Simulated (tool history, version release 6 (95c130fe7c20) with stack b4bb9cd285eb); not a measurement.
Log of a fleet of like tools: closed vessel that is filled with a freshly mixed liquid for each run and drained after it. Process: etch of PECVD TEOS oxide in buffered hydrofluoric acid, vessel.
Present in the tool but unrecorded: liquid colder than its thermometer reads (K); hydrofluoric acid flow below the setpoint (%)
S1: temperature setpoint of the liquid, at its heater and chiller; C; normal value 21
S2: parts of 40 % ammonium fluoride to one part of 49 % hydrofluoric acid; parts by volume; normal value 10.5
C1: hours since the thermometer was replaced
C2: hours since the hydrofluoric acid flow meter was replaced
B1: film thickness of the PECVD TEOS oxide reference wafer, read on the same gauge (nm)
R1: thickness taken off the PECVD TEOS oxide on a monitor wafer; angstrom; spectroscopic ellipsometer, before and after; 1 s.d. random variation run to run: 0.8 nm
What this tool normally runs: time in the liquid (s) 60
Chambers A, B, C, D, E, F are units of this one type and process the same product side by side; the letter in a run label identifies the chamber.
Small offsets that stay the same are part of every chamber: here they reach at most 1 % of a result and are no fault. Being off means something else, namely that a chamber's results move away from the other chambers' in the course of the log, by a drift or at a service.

run 1E day=0.4 | S1=21 S2=10.5 time_in_the_liquid_(s)=60 | C1=863.3 C2=905.2 | B1=109.96 | R1=1115.2
run 2A day=0.967 | S1=21 S2=10.5 time_in_the_liquid_(s)=60 | C1=1156.8 C2=285.6 | B1=110 | R1=1134.1
run 3B day=1.321 | S1=21 S2=10.5 time_in_the_liquid_(s)=60 | C1=442.1 C2=312.4 | B1=110.03 | R1=1126.6
run 4D day=1.712 | S1=21 S2=10.5 time_in_the_liquid_(s)=60 | C1=397.8 C2=518 | B1=110 | R1=1120.7
run 5C day=2.338 | S1=21 S2=7.5 time_in_the_liquid_(s)=80 | C1=1473.2 C2=140.8 | B1=110 | R1=2054.9
run 6F day=2.8 | S1=21 S2=7.5 time_in_the_liquid_(s)=80 | C1=1165.9 C2=244.9 | B1=110.02 | R1=2031.4
run 7E day=3.379 | S1=21 S2=7.5 time_in_the_liquid_(s)=80 | C1=934.8 C2=976.7 | B1=110 | R1=2067.7
run 8A day=3.95 | S1=21 S2=7.5 time_in_the_liquid_(s)=80 | C1=1228.4 C2=357.2 | B1=109.99 | R1=2078.9
run 9B day=4.35 | S1=21 S2=7.5 time_in_the_liquid_(s)=80 | C1=514.8 C2=385.1 | B1=110.02 | R1=2043.5
run 10D day=4.979 | S1=21 S2=7.5 time_in_the_liquid_(s)=80 | C1=476.2 C2=596.4 | B1=110 | R1=2063
run 11C day=5.388 | S1=21 S2=10.5 time_in_the_liquid_(s)=60 | C1=1546.4 C2=214 | B1=110.02 | R1=1123.7
run 12F day=5.996 | S1=23.5 S2=13.5 time_in_the_liquid_(s)=60 | C1=1242.6 C2=321.6 | B1=110 | R1=1011.1
run 13E day=6.342 | S1=23.5 S2=13.5 time_in_the_liquid_(s)=60 | C1=1005.9 C2=1047.8 | B1=110 | R1=1015.1
run 14C day=6.796 | S1=23.5 S2=13.5 time_in_the_liquid_(s)=60 | C1=1580.2 C2=247.8 | B1=110 | R1=1005.4
run 15D day=7.133 | S1=23.5 S2=13.5 time_in_the_liquid_(s)=60 | C1=527.9 C2=648.1 | B1=110.01 | R1=998.12
run 16F day=7.608 | S1=23.5 S2=13.5 time_in_the_liquid_(s)=60 | C1=1281.3 C2=360.3 | B1=110.02 | R1=1009.8
run 17A day=8.175 | S1=23.5 S2=13.5 time_in_the_liquid_(s)=60 | C1=1329.8 C2=458.6 | B1=110.03 | R1=986.2
run 18B day=8.792 | S1=21 S2=10.5 time_in_the_liquid_(s)=60 | C1=621.4 C2=491.7 | B1=110.02 | R1=1138.9
run 19F day=9.317 | S1=21 S2=10.5 time_in_the_liquid_(s)=60 | C1=1322.3 C2=401.3 | B1=110.02 | R1=1122
run 20C day=9.896 | S1=21 S2=10.5 time_in_the_liquid_(s)=60 | C1=1654.6 C2=322.2 | B1=109.99 | R1=1114.2
run 21D day=10.242 | S1=21 S2=10.5 time_in_the_liquid_(s)=60 | C1=602.5 C2=722.7 | B1=109.98 | R1=1120.7
run 22A day=10.638 | S1=21 S2=10.5 time_in_the_liquid_(s)=60 | C1=1388.9 C2=517.7 | B1=110 | R1=1098.3
run 23B day=10.967 | S1=21 S2=10.5 time_in_the_liquid_(s)=60 | C1=673.6 C2=543.9 | B1=110 | R1=1113
run 24E day=11.575 | S1=21 S2=10.5 time_in_the_liquid_(s)=80 | C1=1131.5 C2=1173.4 | B1=109.99 | R1=1513.2
-- day=11.646 chamber C: hydrofluoric acid flow meter replaced
-- day=11.988 chamber F: thermometer replaced
run 25B day=12 | S1=21 S2=10.5 time_in_the_liquid_(s)=80 | C1=698.4 C2=568.7 | B1=109.98 | R1=1485.6
run 26A day=12.479 | S1=21 S2=10.5 time_in_the_liquid_(s)=80 | C1=1433.1 C2=561.9 | B1=110.02 | R1=1422.1
run 27C day=12.967 | S1=21 S2=10.5 time_in_the_liquid_(s)=80 | C1=1728.3 C2=31.7 | B1=110.01 | R1=1484.6
run 28E day=13.458 | S1=21 S2=10.5 time_in_the_liquid_(s)=80 | C1=1176.7 C2=1218.6 | B1=110 | R1=1498.8
run 29F day=14.033 | S1=21 S2=10.5 time_in_the_liquid_(s)=80 | C1=49.1 C2=514.5 | B1=109.99 | R1=1488.3
run 30D day=14.538 | S1=21 S2=10.5 time_in_the_liquid_(s)=60 | C1=705.6 C2=825.8 | B1=109.98 | R1=1130.8
run 31A day=15.021 | S1=21 S2=10.5 time_in_the_liquid_(s)=60 | C1=1494.1 C2=622.9 | B1=109.99 | R1=1050.9
run 32E day=15.467 | S1=21 S2=10.5 time_in_the_liquid_(s)=60 | C1=1224.9 C2=1266.8 | B1=109.99 | R1=1128.6
run 33D day=15.871 | S1=21 S2=10.5 time_in_the_liquid_(s)=60 | C1=737.6 C2=857.8 | B1=110.02 | R1=1115
run 34C day=16.25 | S1=21 S2=10.5 time_in_the_liquid_(s)=60 | C1=1807.1 C2=110.5 | B1=110 | R1=1120.7
run 35F day=16.633 | S1=21 S2=10.5 time_in_the_liquid_(s)=60 | C1=111.5 C2=576.9 | B1=109.98 | R1=1132.6
run 36B day=17.254 | S1=21 S2=10.5 time_in_the_liquid_(s)=60 | C1=824.5 C2=694.8 | B1=110.01 | R1=1124.1

Read the log: is a single chamber off, either drifting away or since a service, is the gauge that measures every chamber drifting, or is nothing wrong beyond small per-chamber offsets? Name any odd chamber and what most likely caused it.

One chamber, A, drifts off from the rest bit by bit.
Likeliest cause: hydrofluoric acid flow below the setpoint (%) = 8.7.
The log may not tell that from: liquid colder than its thermometer reads (K).

Which of the 4 candidates below, each the usual settings with something changed and its results left as question marks, puts chamber A back in line with what the other chambers give on the usual settings?
To be in line, a result may differ from the other chambers' mean on the usual settings by at most: R1 28 angstrom
run 37A-1 day=17.717 | S1=18.5 S2=10.5 time_in_the_liquid_(s)=60 | R1=?
run 37A-2 day=17.717 | S1=21 S2=10.5 time_in_the_liquid_(s)=55 | R1=?
run 37A-3 day=17.717 | S1=21 S2=10.5 time_in_the_liquid_(s)=70 | R1=?
run 37A-4 day=17.717 | S1=21 S2=10.5 time_in_the_liquid_(s)=65 | R1=?

Average result of the remaining chambers running the usual settings: R1 1121.6 angstrom
run=37A-1 R1=893.41
run=37A-2 R1=941.23
run=37A-3 R1=1197.9
run=37A-4 R1=1112.4
The answer is 37A-4, which returns the chamber to within the allowed miss of the others.
